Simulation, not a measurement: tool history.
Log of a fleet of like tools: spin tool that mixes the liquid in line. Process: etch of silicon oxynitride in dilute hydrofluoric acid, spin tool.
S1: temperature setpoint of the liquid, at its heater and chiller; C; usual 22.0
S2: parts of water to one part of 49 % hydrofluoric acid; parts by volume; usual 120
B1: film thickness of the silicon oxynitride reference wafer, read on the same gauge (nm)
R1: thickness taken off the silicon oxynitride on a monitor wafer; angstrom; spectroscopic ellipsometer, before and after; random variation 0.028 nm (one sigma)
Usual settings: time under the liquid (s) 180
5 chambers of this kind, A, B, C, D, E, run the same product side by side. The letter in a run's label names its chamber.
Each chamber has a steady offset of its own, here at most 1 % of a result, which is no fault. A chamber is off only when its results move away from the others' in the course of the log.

{"run": "1C", "hour": 12.4, "S1": 22.0, "S2": 120, "time under the liquid (s)": 180, "B1": 150.0, "R1": 54.542}
{"run": "2A", "hour": 22.2, "S1": 22.0, "S2": 120, "time under the liquid (s)": 180, "B1": 150.0, "R1": 54.079}
{"run": "3D", "hour": 29.9, "S1": 22.0, "S2": 120, "time under the liquid (s)": 180, "B1": 150.0, "R1": 53.24}
{"run": "4E", "hour": 44.7, "S1": 22.0, "S2": 120, "time under the liquid (s)": 180, "B1": 149.98, "R1": 53.521}
{"run": "5B", "hour": 57.6, "S1": 22.0, "S2": 120, "time under the liquid (s)": 180, "B1": 150.0, "R1": 53.217}
{"run": "6E", "hour": 72.7, "S1": 22.0, "S2": 120, "time under the liquid (s)": 180, "B1": 149.99, "R1": 52.765}
{"run": "7D", "hour": 88.4, "S1": 22.0, "S2": 120, "time under the liquid (s)": 180, "B1": 149.99, "R1": 53.457}
{"run": "8C", "hour": 101.5, "S1": 22.0, "S2": 120, "time under the liquid (s)": 180, "B1": 149.97, "R1": 54.369}
{"run": "9A", "hour": 111.4, "S1": 22.0, "S2": 120, "time under the liquid (s)": 180, "B1": 150.01, "R1": 53.917}
{"run": "10B", "hour": 119.0, "S1": 22.0, "S2": 120, "time under the liquid (s)": 180, "B1": 150.04, "R1": 53.023}
{"run": "11E", "hour": 132.3, "S1": 22.0, "S2": 120, "time under the liquid (s)": 180, "B1": 149.97, "R1": 53.369}
{"run": "12C", "hour": 148.0, "S1": 22.0, "S2": 120, "time under the liquid (s)": 180, "B1": 150.02, "R1": 54.236}
{"run": "13A", "hour": 159.2, "S1": 22.0, "S2": 120, "time under the liquid (s)": 180, "B1": 149.99, "R1": 54.198}
{"run": "14D", "hour": 169.1, "S1": 22.0, "S2": 80, "time under the liquid (s)": 180, "B1": 150.03, "R1": 83.64}
{"run": "15B", "hour": 181.7, "S1": 22.0, "S2": 80, "time under the liquid (s)": 180, "B1": 150.0, "R1": 82.462}
{"hour": 183.0, "done": "chamber D: hydrofluoric acid flow meter replaced"}
{"run": "16C", "hour": 191.9, "S1": 22.0, "S2": 80, "time under the liquid (s)": 180, "B1": 149.99, "R1": 83.949}
{"run": "17E", "hour": 203.8, "S1": 22.0, "S2": 80, "time under the liquid (s)": 180, "B1": 150.01, "R1": 82.526}
{"run": "18B", "hour": 213.2, "S1": 22.0, "S2": 80, "time under the liquid (s)": 180, "B1": 150.0, "R1": 83.085}
{"run": "19D", "hour": 226.9, "S1": 22.0, "S2": 120, "time under the liquid (s)": 180, "B1": 150.02, "R1": 53.438}
{"run": "20A", "hour": 237.6, "S1": 25.5, "S2": 120, "time under the liquid (s)": 245, "B1": 150.0, "R1": 87.705}
{"run": "21E", "hour": 246.3, "S1": 25.5, "S2": 120, "time under the liquid (s)": 245, "B1": 149.99, "R1": 85.876}
{"run": "22C", "hour": 259.8, "S1": 25.5, "S2": 120, "time under the liquid (s)": 245, "B1": 150.01, "R1": 87.994}
{"run": "23B", "hour": 271.9, "S1": 25.5, "S2": 120, "time under the liquid (s)": 245, "B1": 149.98, "R1": 84.292}
{"run": "24D", "hour": 287.5, "S1": 25.5, "S2": 120, "time under the liquid (s)": 245, "B1": 150.0, "R1": 86.108}
{"run": "25A", "hour": 301.8, "S1": 22.0, "S2": 120, "time under the liquid (s)": 180, "B1": 149.97, "R1": 55.311}
{"run": "26D", "hour": 312.6, "S1": 22.0, "S2": 120, "time under the liquid (s)": 180, "B1": 150.0, "R1": 53.478}
{"run": "27C", "hour": 323.4, "S1": 22.0, "S2": 120, "time under the liquid (s)": 180, "B1": 150.0, "R1": 54.548}
{"run": "28A", "hour": 337.2, "S1": 22.0, "S2": 120, "time under the liquid (s)": 180, "B1": 149.99, "R1": 55.968}
{"run": "29B", "hour": 350.3, "S1": 22.0, "S2": 120, "time under the liquid (s)": 180, "B1": 150.01, "R1": 52.876}
{"run": "30E", "hour": 359.7, "S1": 22.0, "S2": 120, "time under the liquid (s)": 180, "B1": 149.99, "R1": 53.506}
{"run": "31E", "hour": 372.2, "S1": 22.0, "S2": 120, "time under the liquid (s)": 180, "B1": 149.99, "R1": 53.558}
{"run": "32A", "hour": 379.3, "S1": 22.0, "S2": 120, "time under the liquid (s)": 180, "B1": 150.03, "R1": 56.519}
{"run": "33B", "hour": 391.3, "S1": 22.0, "S2": 120, "time under the liquid (s)": 180, "B1": 150.0, "R1": 52.956}
{"run": "34D", "hour": 402.3, "S1": 22.0, "S2": 120, "time under the liquid (s)": 180, "B1": 150.0, "R1": 52.939}
{"run": "35C", "hour": 414.7, "S1": 22.0, "S2": 65, "time under the liquid (s)": 135, "B1": 150.0, "R1": 78.597}
{"run": "36D", "hour": 426.8, "S1": 22.0, "S2": 65, "time under the liquid (s)": 135, "B1": 149.99, "R1": 77.903}
{"run": "37A", "hour": 439.9, "S1": 22.0, "S2": 65, "time under the liquid (s)": 135, "B1": 149.99, "R1": 83.082}
{"run": "38C", "hour": 454.5, "S1": 22.0, "S2": 65, "time under the liquid (s)": 135, "B1": 150.01, "R1": 79.321}
{"run": "39E", "hour": 468.1, "S1": 22.0, "S2": 65, "time under the liquid (s)": 135, "B1": 149.99, "R1": 76.147}

Next, every chamber runs the same settings. What will each give?
{"run": "40A", "hour": 479.5, "S1": 22.0, "S2": 120, "time under the liquid (s)": 180, "R1": "?"}
{"run": "40B", "hour": 479.5, "S1": 22.0, "S2": 120, "time under the liquid (s)": 180, "R1": "?"}
{"run": "40C", "hour": 479.5, "S1": 22.0, "S2": 120, "time under the liquid (s)": 180, "R1": "?"}
{"run": "40D", "hour": 479.5, "S1": 22.0, "S2": 120, "time under the liquid (s)": 180, "R1": "?"}
{"run": "40E", "hour": 479.5, "S1": 22.0, "S2": 120, "time under the liquid (s)": 180, "R1": "?"}

run=40A R1=57.210
run=40B R1=53.265
run=40C R1=54.563
run=40D R1=53.283
run=40E R1=53.360

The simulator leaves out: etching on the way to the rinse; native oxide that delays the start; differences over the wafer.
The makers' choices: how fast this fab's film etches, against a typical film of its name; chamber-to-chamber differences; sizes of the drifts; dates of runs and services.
